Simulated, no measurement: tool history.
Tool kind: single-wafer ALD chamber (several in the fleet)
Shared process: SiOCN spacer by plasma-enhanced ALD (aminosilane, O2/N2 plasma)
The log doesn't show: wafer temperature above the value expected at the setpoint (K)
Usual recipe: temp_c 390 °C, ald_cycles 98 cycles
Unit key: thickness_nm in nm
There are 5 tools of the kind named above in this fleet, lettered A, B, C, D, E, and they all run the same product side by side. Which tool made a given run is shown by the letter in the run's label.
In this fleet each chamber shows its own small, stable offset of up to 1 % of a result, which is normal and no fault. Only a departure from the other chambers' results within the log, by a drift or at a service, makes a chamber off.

run   hour  temp_c  ald_cycles  hours since the last thermocouple change  read-back reference wafer on the same gauge, thickness_nm  thickness_nm
 1B    4.2     390          98                                     746.8                                                     6.8417        5.9385
 2A   11.5     390          98                                     600.7                                                     6.8411        5.9481
 3E   19.9     390          98                                    1269.5                                                     6.8422        5.9040
 4C   26.7     390          98                                     186.4                                                     6.8427        5.8887
 5D   32.4     390          98                                    1475.6                                                     6.8428        5.9553
 6B   39.9     390          98                                     782.5                                                     6.8454        5.9324
 7A   47.1     390          98                                     636.3                                                     6.8454        5.9521
 8D   54.6     390          98                                    1497.8                                                     6.8458        5.9505
 9E   61.2     390          98                                    1310.8                                                     6.8471        5.9043
10C   65.4     390          98                                     225.1                                                     6.8477        5.9043
11E   72.9     390          98                                    1322.5                                                     6.8498        5.9102
12D   81.8     402         108                                    1525.0                                                     6.8494        6.5233
13A   88.2     402         108                                     677.4                                                     6.8519        6.5212
14B   94.0     402         108                                     836.6                                                     6.8523        6.4914
15C   98.1     402         108                                     257.8                                                     6.8517        6.4703
16B  106.4     402         108                                     849.0                                                     6.8528        6.4980
17E  113.2     382         115                                    1362.8                                                     6.8533        6.9453
18D  117.6     382         115                                    1560.8                                                     6.8525        7.0086
19A  126.4     382         115                                     715.6                                                     6.8538        6.9915
20C  134.9     382         115                                     294.6                                                     6.8558        6.9346
21A  143.8     382         115                                     733.0                                                     6.8577        6.9897
22E  148.7     390          98                                    1398.3                                                     6.8581        5.9239
23D  156.8     390          98                                    1600.0                                                     6.8582        5.9708
24C  163.2     390          98                                     322.9                                                     6.8587        5.9231
25B  172.2     390          98                                     914.8                                                     6.8612        5.9420
26C  179.8     382          85                                     339.5                                                     6.8595        5.1266
27D  186.7     382          85                                    1629.9                                                     6.8620        5.1786
28B  192.5     382          85                                     935.1                                                     6.8627        5.1511
29A  199.6     382          85                                     788.8                                                     6.8641        5.1717
30E  205.6     382          85                                    1455.2                                                     6.8642        5.1288
31A  210.7     390          98                                     799.9                                                     6.8660        5.9690
32B  217.5     390          98                                     960.1                                                     6.8644        5.9494
33D  224.5     390          98                                    1667.7                                                     6.8667        5.9733
34E  229.8     390          98                                    1479.4                                                     6.8645        5.9197
35C  236.4     390          98                                     396.1                                                     6.8687        5.9147
36D  243.9     384          98                                    1687.1                                                     6.8678        5.9884
37A  250.4     384          98                                     839.6                                                     6.8684        5.9645

Is one chamber off against the others, does the gauge drift, or is nothing wrong? If a chamber is off, say which, and what the likeliest cause is.

Every chamber seems to shift together because the gauge that measures them all drifts; the chambers themselves are fine.
Most likely cause: gauge reads high (%) = 0.427.
